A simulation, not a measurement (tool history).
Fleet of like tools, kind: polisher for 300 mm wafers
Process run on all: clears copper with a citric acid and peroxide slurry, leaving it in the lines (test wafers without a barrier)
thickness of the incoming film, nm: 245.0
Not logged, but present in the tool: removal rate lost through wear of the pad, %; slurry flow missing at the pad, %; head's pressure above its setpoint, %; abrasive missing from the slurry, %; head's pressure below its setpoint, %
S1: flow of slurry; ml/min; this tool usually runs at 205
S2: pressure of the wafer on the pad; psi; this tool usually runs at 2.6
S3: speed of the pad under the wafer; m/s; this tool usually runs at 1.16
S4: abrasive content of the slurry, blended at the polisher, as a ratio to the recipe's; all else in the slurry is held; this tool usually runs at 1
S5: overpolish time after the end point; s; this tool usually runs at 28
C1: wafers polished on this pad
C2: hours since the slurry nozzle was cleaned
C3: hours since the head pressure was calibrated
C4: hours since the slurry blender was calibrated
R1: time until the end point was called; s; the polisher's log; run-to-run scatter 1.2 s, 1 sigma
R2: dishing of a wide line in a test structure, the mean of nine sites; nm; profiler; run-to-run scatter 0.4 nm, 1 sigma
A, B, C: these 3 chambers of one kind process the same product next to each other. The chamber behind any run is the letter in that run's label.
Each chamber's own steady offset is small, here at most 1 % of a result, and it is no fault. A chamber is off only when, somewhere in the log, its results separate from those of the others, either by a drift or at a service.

run,hour,S1,S2,S3,S4,S5,C1,C2,C3,C4,R1,R2
1C,5.2,205,2.6,1.16,1,28,606,69.2,317.2,306.2,136.49,30.762
2A,10.8,205,2.6,1.16,1,28,575,39.7,1091.5,17.6,135.17,30.375
# hour 11.5: chamber B: worn pad replaced by a new one
3B,13.9,205,2.6,1.16,1,28,16,802.7,678.8,35.7,132.55,31.462
4B,18.1,205,2.6,1.16,1,28,43,806.9,683,39.9,132.68,31.14
# hour 18.2: chamber C: worn pad replaced by a new one
5A,22.9,205,2.6,1.16,1,28,653,51.8,1103.6,29.7,136.8,30.63
# hour 23.5: chamber B: slurry nozzle cleaned
# hour 25.8: chamber A: worn pad replaced by a new one
# hour 27: chamber A: head pressure recalibrated
6C,27.4,205,2.6,1.16,1,28,60,91.4,339.4,328.4,133.74,29.714
7A,32.4,205,2.6,1.16,1,28,43,61.3,5.5,39.2,132.66,30.451
8B,38.4,205,2.6,1.16,1,28,174,15,703.3,60.2,132.99,31.023
9C,43.8,150,2.6,1.16,1,28,166,107.8,355.8,344.8,143.14,29.532
10A,46.9,150,2.6,1.16,1,28,137,75.8,20,53.7,141.7,30.949
# hour 52.8: chamber C: slurry blender recalibrated
11B,52.9,150,2.6,1.16,1,28,268,29.5,717.8,74.7,137.49,30.272
12C,55.6,205,2.6,1.16,1,28,242,119.6,367.6,2.8,134.65,30.623
13A,60.8,205,2.6,1.16,1,28,227,89.7,33.9,67.6,133.54,31.145
14C,66.1,205,2.6,1.16,1,28,311,130.1,378.1,13.3,136.62,30.059
15B,71.9,205,2.6,1.16,1,28,392,48.5,736.8,93.7,131.95,30.552
16B,74.9,205,2.6,1.16,1,28,411,51.5,739.8,96.7,131.92,31.188
17C,77.6,205,2.6,1.16,1,28,385,141.6,389.6,24.8,135.51,29.362
18A,81,205,2.6,1.16,1,28,358,109.9,54.1,87.8,133.5,30.495
# hour 84.1: chamber B: head pressure recalibrated
19C,84.3,205,2.6,1.16,1,28,429,148.3,396.3,31.5,133.94,30.459
20B,88.6,205,2.6,1.16,1,28,500,65.2,4.6,110.4,147.09,28.789
21A,94.4,205,2.6,1.16,1,28,444,123.3,67.5,101.2,134.74,30.779
22B,97.9,205,2.6,1.16,1,28,560,74.5,13.9,119.7,147.17,28.715
# hour 101.4: chamber A: slurry blender recalibrated
23A,103.4,205,2.6,1.16,1,28,503,132.3,76.5,2.1,134.69,31.023
24C,106.6,205,2.6,1.16,1,28,573,170.6,418.6,53.8,136.26,30.818
25C,109.6,205,2.6,1.16,1,28,593,173.6,421.6,56.8,135.99,30.269
# hour 111.5: chamber C: worn pad replaced by a new one
26B,112.2,205,2.6,1.16,1,28,653,88.8,28.2,134,147.57,29.102
27A,117.9,205,2.6,1.16,1,28,597,146.8,91,16.6,135.25,30.663
28B,120.6,205,2.6,1.16,1,28,707,97.2,36.6,142.4,147.65,28.226
29C,125.8,205,2.6,1.16,1,28,92,189.8,437.8,73,135.81,30.196
30A,131.5,205,2.6,1.16,1,28,685,160.4,104.6,30.2,134.11,31.151
# hour 134.9: chamber A: worn pad replaced by a new one
31B,137.5,205,2.6,1.16,1,28,817,114.1,53.5,159.3,146.98,28.115
32A,141.6,205,2.6,1.16,1,28,43,170.5,114.7,40.3,132.94,31.605
33C,145.9,205,2.6,1.16,1,28,223,209.9,457.9,93.1,135.99,30.748
34C,148.9,205,2.6,1.16,1,28,242,212.9,460.9,96.1,134.02,30.718

Next, all 3 chambers run the settings below, one line each with question marks for the results. What does each chamber give?
35A,153.3,205,2.6,1.16,1,28,,,,,?,?
35B,153.3,205,2.6,1.16,1,28,,,,,?,?
35C,153.3,205,2.6,1.16,1,28,,,,,?,?

run,R1,R2
35A,134.02,31.83
35B,146.47,28.333
35C,135.64,30.01
